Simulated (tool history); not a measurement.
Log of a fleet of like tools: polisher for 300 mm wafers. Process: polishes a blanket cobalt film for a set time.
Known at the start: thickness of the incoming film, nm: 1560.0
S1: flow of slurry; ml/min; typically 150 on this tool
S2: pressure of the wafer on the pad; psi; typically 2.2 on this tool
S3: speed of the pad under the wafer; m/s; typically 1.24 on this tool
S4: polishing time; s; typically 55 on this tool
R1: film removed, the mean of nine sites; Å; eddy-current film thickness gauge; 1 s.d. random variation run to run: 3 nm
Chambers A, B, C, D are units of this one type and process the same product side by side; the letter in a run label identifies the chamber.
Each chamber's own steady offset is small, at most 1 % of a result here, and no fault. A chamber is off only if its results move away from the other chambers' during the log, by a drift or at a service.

-- hour=1.9 chamber A: worn pad replaced by a new one
run 1B hour=2.8 | S1=150 S2=2.2 S3=1.24 S4=55 | R1=3304.7
run 2D hour=7 | S1=150 S2=2.2 S3=1.24 S4=55 | R1=3280.1
run 3A hour=10.7 | S1=150 S2=2.2 S3=1.24 S4=55 | R1=3262.7
run 4C hour=14.3 | S1=150 S2=2.2 S3=1.24 S4=55 | R1=3309.5
run 5B hour=17 | S1=150 S2=2.2 S3=1.24 S4=55 | R1=3265.7
run 6A hour=19.1 | S1=150 S2=2.2 S3=1.24 S4=55 | R1=3220.9
-- hour=22.2 chamber D: worn pad replaced by a new one
run 7D hour=22.6 | S1=150 S2=2.2 S3=1.24 S4=55 | R1=3286.6
run 8C hour=26.7 | S1=150 S2=2.2 S3=1.24 S4=55 | R1=3304.1
run 9C hour=30.8 | S1=105 S2=2.5 S3=1.24 S4=55 | R1=3461.3
run 10A hour=34.4 | S1=105 S2=2.5 S3=1.24 S4=55 | R1=3421.5
run 11B hour=36.7 | S1=105 S2=2.5 S3=1.24 S4=55 | R1=3471.9
-- hour=38.7 chamber A: head pressure recalibrated
run 12D hour=39.6 | S1=105 S2=2.5 S3=1.24 S4=55 | R1=3520
run 13B hour=42.3 | S1=150 S2=2.2 S3=1.24 S4=55 | R1=3294.1
-- hour=45.7 chamber A: worn pad replaced by a new one
run 14A hour=45.8 | S1=150 S2=2.2 S3=1.24 S4=55 | R1=3057.8
run 15D hour=49.9 | S1=150 S2=2.2 S3=1.24 S4=55 | R1=3260.8
run 16C hour=52.2 | S1=150 S2=2.2 S3=1.24 S4=38 | R1=2318.3
run 17B hour=56.5 | S1=150 S2=2.2 S3=1.24 S4=38 | R1=2266.2
-- hour=59.3 chamber B: head pressure recalibrated
run 18A hour=59.3 | S1=150 S2=2.2 S3=1.24 S4=38 | R1=2105.1
run 19C hour=63 | S1=150 S2=2.2 S3=1.24 S4=38 | R1=2242.9
run 20D hour=66.4 | S1=150 S2=2.2 S3=1.24 S4=55 | R1=3326.7
-- hour=69.3 chamber C: worn pad replaced by a new one
run 21A hour=70.9 | S1=150 S2=2.2 S3=1.24 S4=55 | R1=3045.9
-- hour=72.2 chamber B: slurry nozzle cleaned
run 22B hour=75.6 | S1=150 S2=2.2 S3=1.24 S4=55 | R1=3293.2
-- hour=76.8 chamber B: worn pad replaced by a new one
run 23C hour=79.7 | S1=150 S2=2.2 S3=1.24 S4=55 | R1=3329.4
run 24D hour=82.9 | S1=150 S2=2.2 S3=1.24 S4=55 | R1=3239.6
run 25C hour=87.2 | S1=150 S2=2.2 S3=1.24 S4=55 | R1=3293
run 26B hour=91.5 | S1=150 S2=2.9 S3=1.24 S4=55 | R1=4336.2
run 27D hour=94.8 | S1=150 S2=2.9 S3=1.24 S4=55 | R1=4299.6
-- hour=97.9 chamber A: worn pad replaced by a new one
run 28A hour=99.2 | S1=150 S2=2.9 S3=1.24 S4=55 | R1=4032.2
run 29C hour=101.7 | S1=150 S2=2.9 S3=1.24 S4=55 | R1=4405.3
run 30A hour=106.2 | S1=150 S2=2.2 S3=1.24 S4=55 | R1=3061.4

Next, every chamber runs the same settings. What will each give?
run 31A hour=109.6 | S1=150 S2=2.2 S3=1.24 S4=64 | R1=?
run 31B hour=109.6 | S1=150 S2=2.2 S3=1.24 S4=64 | R1=?
run 31C hour=109.6 | S1=150 S2=2.2 S3=1.24 S4=64 | R1=?
run 31D hour=109.6 | S1=150 S2=2.2 S3=1.24 S4=64 | R1=?

run=31A R1=3555.6
run=31B R1=3773.5
run=31C R1=3783.7
run=31D R1=3753.4
